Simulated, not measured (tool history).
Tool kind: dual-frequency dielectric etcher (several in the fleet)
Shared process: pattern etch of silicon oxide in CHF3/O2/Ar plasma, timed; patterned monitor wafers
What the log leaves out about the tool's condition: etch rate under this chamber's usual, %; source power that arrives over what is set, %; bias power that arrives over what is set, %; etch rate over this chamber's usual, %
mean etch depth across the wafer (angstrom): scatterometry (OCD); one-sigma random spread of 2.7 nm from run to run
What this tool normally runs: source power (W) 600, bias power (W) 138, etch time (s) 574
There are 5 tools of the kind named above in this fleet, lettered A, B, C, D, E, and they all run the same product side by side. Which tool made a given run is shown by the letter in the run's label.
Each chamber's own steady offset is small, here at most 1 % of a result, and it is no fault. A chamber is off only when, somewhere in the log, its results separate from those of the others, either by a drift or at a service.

run	hour	source power (W)	bias power (W)	etch time (s)	hours since the last wet clean	hours since the last source power generator calibration	hours since the last bias power generator calibration	read-back reference wafer on the same gauge, depth_nm	mean etch depth across the wafer (angstrom)
1E	8.1	600	138	574	276.9	2942.7	4631.4	1139.9	10340
2D	19.2	600	138	574	315.2	346.5	1960.4	1139.5	10377
3A	33.5	600	138	574	194.8	3778.9	4815.9	1141	10413
4B	43.1	600	138	574	395.3	790.3	1246.9	1140.5	10338
5C	53.6	600	138	574	213.2	1180.9	1812.9	1140.1	10402
6D	61.2	600	138	574	357.2	388.5	2002.4	1139.8	10347
7E	73.6	600	138	574	342.4	3008.2	4696.9	1140.2	10351
8A	87.8	740	138	515	249.1	3833.2	4870.2	1139.9	10085
9C	103.8	740	138	515	263.4	1231.1	1863.1	1140.2	10135
10B	115	740	138	515	467.2	862.2	1318.8	1140.5	10027
# hour 120.2: chamber D: wet clean of the chamber
11E	130.8	740	138	515	399.6	3065.4	4754.1	1140.5	10024
# hour 135.1: chamber A: bias power generator calibrated
12D	138.5	740	138	515	18.3	465.8	2079.7	1140.3	10072
13B	146.7	600	138	574	498.9	893.9	1350.5	1139.8	10307
14C	159	600	138	574	318.6	1286.3	1918.3	1139.8	10376
15A	169.4	600	138	574	330.7	3914.8	34.4	1139.8	10270
16B	179.9	600	138	574	532.1	927.1	1383.7	1139.1	10301
17C	190.1	600	138	574	349.7	1317.4	1949.4	1140.3	10409
18D	201.7	600	138	574	81.5	529	2142.9	1139.6	10410
19A	210.3	600	138	574	371.6	3955.7	75.3	1139.3	10241
20E	220.9	600	138	574	489.7	3155.5	4844.2	1140.7	10366
# hour 221.4: chamber B: wet clean of the chamber
21C	229.9	600	138	574	389.5	1357.2	1989.2	1139.5	10429
22A	242.8	600	138	574	404.1	3988.2	107.8	1139.7	10249
23D	251.4	600	138	574	131.2	578.7	2192.6	1139.6	10394
# hour 258.1: chamber C: wet clean of the chamber
24E	260.6	600	138	574	529.4	3195.2	4883.9	1140.4	10383
25B	269.6	600	138	574	48.2	1016.8	1473.4	1140.9	10376
26B	284.4	600	138	574	63	1031.6	1488.2	1140.4	10306
# hour 292.3: chamber E: wet clean of the chamber
27D	299.5	600	138	574	179.3	626.8	2240.7	1140.2	10352
28A	312	600	138	574	473.3	4057.4	177	1139.9	10163
29E	326.6	600	138	499	34.3	3261.2	4949.9	1139.6	8973.4
30C	337.1	600	138	499	79.1	1464.4	2096.4	1139.4	9046.6
31E	346.9	600	138	499	54.6	3281.5	4970.2	1139.7	9053.7
32C	357.9	600	138	499	99.9	1485.2	2117.2	1139.6	9064.9

All 5 chambers run these settings next. Forecast each chamber's results:
33A	369.5	600	138	574					?
33B	369.5	600	138	574					?
33C	369.5	600	138	574					?
33D	369.5	600	138	574					?
33E	369.5	600	138	574					?

run	mean etch depth across the wafer (angstrom)
33A	10094
33B	10353
33C	10394
33D	10385
33E	10387
